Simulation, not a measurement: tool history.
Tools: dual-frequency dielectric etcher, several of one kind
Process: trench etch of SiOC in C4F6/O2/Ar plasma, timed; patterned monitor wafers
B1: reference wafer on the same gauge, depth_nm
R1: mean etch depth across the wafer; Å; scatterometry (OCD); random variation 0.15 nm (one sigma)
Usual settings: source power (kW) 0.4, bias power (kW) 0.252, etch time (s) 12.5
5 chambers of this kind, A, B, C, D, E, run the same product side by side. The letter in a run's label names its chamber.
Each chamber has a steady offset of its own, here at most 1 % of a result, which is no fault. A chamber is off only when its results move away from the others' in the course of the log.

{"run": "1B", "hour": 8.6, "source power (kW)": 0.4, "bias power (kW)": 0.252, "etch time (s)": 12.5, "B1": 30.019, "R1": 292.55}
{"run": "2C", "hour": 16.6, "source power (kW)": 0.4, "bias power (kW)": 0.252, "etch time (s)": 12.5, "B1": 29.96, "R1": 286.59}
{"hour": 21.1, "done": "chamber E: bias power generator calibrated"}
{"run": "3A", "hour": 23.6, "source power (kW)": 0.4, "bias power (kW)": 0.252, "etch time (s)": 12.5, "B1": 30.007, "R1": 292.97}
{"run": "4D", "hour": 29.0, "source power (kW)": 0.4, "bias power (kW)": 0.252, "etch time (s)": 12.5, "B1": 30.004, "R1": 290.52}
{"run": "5E", "hour": 37.0, "source power (kW)": 0.4, "bias power (kW)": 0.275, "etch time (s)": 9.5, "B1": 29.971, "R1": 226.23}
{"hour": 37.2, "done": "chamber B: wet clean of the chamber"}
{"run": "6B", "hour": 43.6, "source power (kW)": 0.4, "bias power (kW)": 0.275, "etch time (s)": 9.5, "B1": 30.032, "R1": 229.01}
{"run": "7C", "hour": 49.0, "source power (kW)": 0.4, "bias power (kW)": 0.275, "etch time (s)": 9.5, "B1": 29.999, "R1": 226.84}
{"run": "8D", "hour": 61.0, "source power (kW)": 0.4, "bias power (kW)": 0.275, "etch time (s)": 9.5, "B1": 29.995, "R1": 228.38}
{"run": "9E", "hour": 69.1, "source power (kW)": 0.4, "bias power (kW)": 0.275, "etch time (s)": 9.5, "B1": 29.987, "R1": 229.17}
{"run": "10A", "hour": 78.5, "source power (kW)": 0.4, "bias power (kW)": 0.287, "etch time (s)": 12.5, "B1": 30.008, "R1": 306.35}
{"run": "11B", "hour": 85.5, "source power (kW)": 0.4, "bias power (kW)": 0.287, "etch time (s)": 12.5, "B1": 30.029, "R1": 305.12}
{"run": "12D", "hour": 96.4, "source power (kW)": 0.4, "bias power (kW)": 0.287, "etch time (s)": 12.5, "B1": 30.006, "R1": 306.6}
{"run": "13A", "hour": 104.5, "source power (kW)": 0.4, "bias power (kW)": 0.287, "etch time (s)": 12.5, "B1": 30.019, "R1": 305.91}
{"hour": 108.8, "done": "chamber C: source power generator calibrated"}
{"run": "14C", "hour": 115.2, "source power (kW)": 0.4, "bias power (kW)": 0.287, "etch time (s)": 12.5, "B1": 29.979, "R1": 304.21}
{"run": "15E", "hour": 121.9, "source power (kW)": 0.4, "bias power (kW)": 0.252, "etch time (s)": 12.5, "B1": 29.99, "R1": 289.4}
{"run": "16A", "hour": 128.3, "source power (kW)": 0.4, "bias power (kW)": 0.252, "etch time (s)": 12.5, "B1": 29.989, "R1": 293.8}
{"run": "17C", "hour": 137.9, "source power (kW)": 0.4, "bias power (kW)": 0.252, "etch time (s)": 12.5, "B1": 29.97, "R1": 290.58}
{"run": "18E", "hour": 149.8, "source power (kW)": 0.4, "bias power (kW)": 0.252, "etch time (s)": 12.5, "B1": 29.989, "R1": 292.01}
{"run": "19D", "hour": 156.5, "source power (kW)": 0.4, "bias power (kW)": 0.252, "etch time (s)": 12.5, "B1": 30.019, "R1": 288.66}
{"run": "20B", "hour": 166.0, "source power (kW)": 0.4, "bias power (kW)": 0.252, "etch time (s)": 12.5, "B1": 30.012, "R1": 291.29}
{"run": "21D", "hour": 175.3, "source power (kW)": 0.4, "bias power (kW)": 0.252, "etch time (s)": 12.5, "B1": 30.018, "R1": 283.66}
{"run": "22B", "hour": 181.1, "source power (kW)": 0.4, "bias power (kW)": 0.252, "etch time (s)": 12.5, "B1": 29.977, "R1": 292.89}
{"run": "23C", "hour": 191.7, "source power (kW)": 0.4, "bias power (kW)": 0.252, "etch time (s)": 12.5, "B1": 29.97, "R1": 289.94}
{"run": "24E", "hour": 200.3, "source power (kW)": 0.4, "bias power (kW)": 0.252, "etch time (s)": 12.5, "B1": 29.968, "R1": 290.01}
{"run": "25A", "hour": 210.6, "source power (kW)": 0.4, "bias power (kW)": 0.252, "etch time (s)": 12.5, "B1": 30.007, "R1": 292.33}
{"run": "26C", "hour": 220.1, "source power (kW)": 0.4, "bias power (kW)": 0.252, "etch time (s)": 12.5, "B1": 29.983, "R1": 288.83}
{"run": "27A", "hour": 228.6, "source power (kW)": 0.4, "bias power (kW)": 0.252, "etch time (s)": 12.5, "B1": 29.97, "R1": 293.97}
{"run": "28D", "hour": 239.5, "source power (kW)": 0.4, "bias power (kW)": 0.252, "etch time (s)": 12.5, "B1": 29.982, "R1": 282.26}
{"run": "29E", "hour": 247.1, "source power (kW)": 0.4, "bias power (kW)": 0.252, "etch time (s)": 12.5, "B1": 30.019, "R1": 289.78}
{"run": "30B", "hour": 253.1, "source power (kW)": 0.4, "bias power (kW)": 0.252, "etch time (s)": 12.5, "B1": 30.028, "R1": 291.17}
{"run": "31E", "hour": 261.9, "source power (kW)": 0.4, "bias power (kW)": 0.252, "etch time (s)": 12.5, "B1": 30.027, "R1": 290.95}
{"run": "32A", "hour": 268.7, "source power (kW)": 0.4, "bias power (kW)": 0.252, "etch time (s)": 12.5, "B1": 30.001, "R1": 293.32}
{"run": "33B", "hour": 279.3, "source power (kW)": 0.4, "bias power (kW)": 0.252, "etch time (s)": 12.5, "B1": 29.988, "R1": 291.01}

Next, every chamber runs the same settings. What will each give?
{"run": "34A", "hour": 287.9, "source power (kW)": 0.4, "bias power (kW)": 0.252, "etch time (s)": 12.5, "R1": "?"}
{"run": "34B", "hour": 287.9, "source power (kW)": 0.4, "bias power (kW)": 0.252, "etch time (s)": 12.5, "R1": "?"}
{"run": "34C", "hour": 287.9, "source power (kW)": 0.4, "bias power (kW)": 0.252, "etch time (s)": 12.5, "R1": "?"}
{"run": "34D", "hour": 287.9, "source power (kW)": 0.4, "bias power (kW)": 0.252, "etch time (s)": 12.5, "R1": "?"}
{"run": "34E", "hour": 287.9, "source power (kW)": 0.4, "bias power (kW)": 0.252, "etch time (s)": 12.5, "R1": "?"}

run=34A R1=290.78
run=34B R1=289.61
run=34C R1=291.76
run=34D R1=280.39
run=34E R1=289.57
